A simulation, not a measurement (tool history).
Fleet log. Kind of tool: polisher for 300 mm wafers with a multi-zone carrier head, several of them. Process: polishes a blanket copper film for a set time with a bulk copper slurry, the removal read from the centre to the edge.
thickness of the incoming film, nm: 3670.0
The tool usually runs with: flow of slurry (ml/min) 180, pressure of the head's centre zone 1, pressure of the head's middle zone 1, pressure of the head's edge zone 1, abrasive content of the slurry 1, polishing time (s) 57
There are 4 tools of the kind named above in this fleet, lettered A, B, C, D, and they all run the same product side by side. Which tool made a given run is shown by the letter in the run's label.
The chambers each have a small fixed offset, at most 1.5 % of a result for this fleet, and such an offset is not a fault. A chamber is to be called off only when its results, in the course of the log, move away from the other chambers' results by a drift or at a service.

run   hour  flow of slurry (ml/min)  pressure of the head's centre zone  pressure of the head's middle zone  pressure of the head's edge zone  abrasive content of the slurry  polishing time (s)  film removed at the wafer's centre (Å)  film removed at mid-radius (Å)  film removed at the wafer's edge (Å)
       2.2  -- chamber D: centre zone pressure recalibrated
 1B    3.1                      180                                   1                                   1                                 1                               1                  57                                    6771                          6937.3                                  6783
 2A    5.6                      180                                   1                                   1                                 1                               1                  57                                  6895.9                          6815.1                                6936.8
 3C    8.9                      180                                   1                                   1                                 1                               1                  57                                  6874.6                          7017.8                                  6963
 4D   13.5                      180                                   1                                   1                                 1                               1                  57                                  6723.6                          6700.8                                  6899
      13.9  -- chamber C: worn pad replaced by a new one
      15.2  -- chamber D: edge zone pressure recalibrated
 5C   17.6                      180                                   1                                   1                                 1                               1                  57                                  6881.4                          6935.5                                6887.2
 6B   21.3                      180                                   1                                   1                                 1                               1                  57                                  6749.3                          6861.5                                7014.1
 7D   24.3                      180                                   1                                   1                                 1                               1                  57                                  6742.6                          6751.7                                6718.7
      24.6  -- chamber D: worn pad replaced by a new one
 8A   27.4                      180                                   1                                   1                                 1                               1                  57                                  6733.4                            6798                                6845.3
      29.7  -- chamber A: worn pad replaced by a new one
 9B   31.2                      180                                   1                                   1                                 1                               1                  57                                    6897                          6753.4                                6806.8
10D     35                      215                                   1                                   1                                 1                               1                  50                                  6172.7                          6094.2                                6042.6
      37.5  -- chamber B: worn pad replaced by a new one
11C   37.9                      215                                   1                                   1                                 1                               1                  50                                  6155.8                          6209.3                                6053.7
12A   40.2                      215                                   1                                   1                                 1                               1                  50                                  6187.7                          6260.9                                  6203
13D   42.5                      215                                   1                                   1                                 1                               1                  50                                  6029.4                          5995.1                                6042.4
14C   45.2                      180                                   1                                   1                                 1                               1                  57                                  6970.6                          6890.2                                6851.3
15A   47.4                      180                                   1                                   1                                 1                               1                  57                                  6640.9                          6719.3                                6875.4
16B   50.2                      180                                   1                                   1                                 1                               1                  57                                  6915.6                          6795.6                                  6897
      53.3  -- chamber C: centre zone pressure recalibrated
17C   54.3                      180                                   1                                   1                                 1                               1                  57                                  6898.3                          6861.3                                7062.6
18A   57.3                      180                                   1                                   1                                 1                               1                  57                                  6635.7                          6782.4                                6868.5
      59.3  -- chamber B: edge zone pressure recalibrated
19B   61.4                      180                                   1                                   1                                 1                               1                  57                                    6823                          6885.2                                6860.9
      61.7  -- chamber D: worn pad replaced by a new one
      64.7  -- chamber A: worn pad replaced by a new one
20D   65.1                      180                                   1                                   1                                 1                               1                  57                                  6811.6                          6584.1                                  6769
21C   68.7                      180                                   1                                   1                                 1                               1                  57                                  6826.1                          6971.5                                6885.2
22A   70.8                      180                                   1                                   1                                 1                               1                  57                                  6435.7                          6652.6                                6687.8
23B   75.5                      180                                   1                                   1                                 1                               1                  72                                  8566.4                          8782.1                                8598.8
24D   78.2                      180                                   1                                   1                                 1                               1                  72                                  8689.1                            8346                                  8648
25A   81.2                      180                                   1                                   1                                 1                               1                  72                                  8068.2                          8295.9                                8442.5
26D   85.5                      180                                   1                                   1                                 1                               1                  72                                  8674.5                          8569.8                                8640.6
27C   88.7                      180                                   1                                   1                                 1                               1                  57                                  6891.6                            6989                                6873.9
28B   93.3                      180                                   1                                   1                                 1                               1                  57                                  6829.9                            6955                                6787.9
29D   97.9                      180                                   1                                   1                                 1                               1                  57                                  6730.8                            6630                                6901.9
30A  100.9                      180                                   1                                   1                                 1                               1                  57                                  6234.1                          6409.3                                6506.6
31B  103.1                      180                                   1                                   1                                 1                               1                  57                                    6777                          6791.9                                6979.1

All chambers now run identical settings, listed one chamber a line with results as question marks. What results will each chamber show?
32A  106.5                      180                                   1                                   1                                 1                               1                  57                                       ?                               ?                                     ?
32B  106.5                      180                                   1                                   1                                 1                               1                  57                                       ?                               ?                                     ?
32C  106.5                      180                                   1                                   1                                 1                               1                  57                                       ?                               ?                                     ?
32D  106.5                      180                                   1                                   1                                 1                               1                  57                                       ?                               ?                                     ?

run  film removed at the wafer's centre (Å)  film removed at mid-radius (Å)  film removed at the wafer's edge (Å)
32A                                  6035.6                          6273.9                                6402.5
32B                                  6794.2                            6830                                  6946
32C                                  6796.5                          6950.2                                6901.1
32D                                  6826.1                          6757.4                                  6774
